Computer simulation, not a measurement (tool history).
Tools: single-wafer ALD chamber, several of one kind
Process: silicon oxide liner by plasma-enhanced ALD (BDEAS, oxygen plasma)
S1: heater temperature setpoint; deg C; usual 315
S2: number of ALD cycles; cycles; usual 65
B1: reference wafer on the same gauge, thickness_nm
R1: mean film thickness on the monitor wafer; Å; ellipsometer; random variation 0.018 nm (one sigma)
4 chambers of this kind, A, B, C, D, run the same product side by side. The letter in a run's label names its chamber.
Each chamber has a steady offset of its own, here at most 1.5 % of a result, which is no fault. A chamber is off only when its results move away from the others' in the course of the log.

run	hour	S1	S2	B1	R1
1C	6.7	315	65	5.7587	59.847
2B	16.9	315	65	5.7570	59.308
3D	25.4	315	65	5.7594	59.090
4A	36.8	315	65	5.7580	59.794
5A	46.8	315	65	5.7548	59.671
6B	53.0	315	65	5.7616	59.438
7D	61.7	324	60	5.7574	53.555
8C	69.0	324	60	5.7533	54.331
9B	76.3	324	60	5.7589	54.150
10A	81.7	324	60	5.7594	54.438
11D	92.8	315	65	5.7589	58.460
12C	100.7	315	65	5.7570	59.748
13A	107.5	315	65	5.7605	59.691
14D	113.0	315	65	5.7630	59.236
15C	124.7	315	65	5.7608	59.714
16B	132.0	315	65	5.7618	59.425
17C	138.6	315	65	5.7622	59.612
18B	146.5	315	53	5.7583	48.464
19D	156.3	315	53	5.7567	47.884
20A	166.8	315	53	5.7575	48.744
21A	174.3	315	53	5.7563	48.798
22B	180.7	315	65	5.7596	59.135
23C	189.3	315	65	5.7621	59.722
24D	199.8	315	65	5.7588	59.083
25D	210.1	315	65	5.7594	58.646
26B	215.2	309	76	5.7602	70.240
27A	222.3	309	76	5.7645	70.178
28C	227.4	309	76	5.7610	70.297
29B	234.9	309	76	5.7634	70.018
30D	246.1	315	65	5.7588	58.740
31A	257.1	315	54	5.7624	49.705

Is one chamber off against the others, does the gauge drift, or is nothing wrong? If a chamber is off, say which, and what the likeliest cause is.

No chamber stands off beyond its own small offset, and the gauge holds steady.
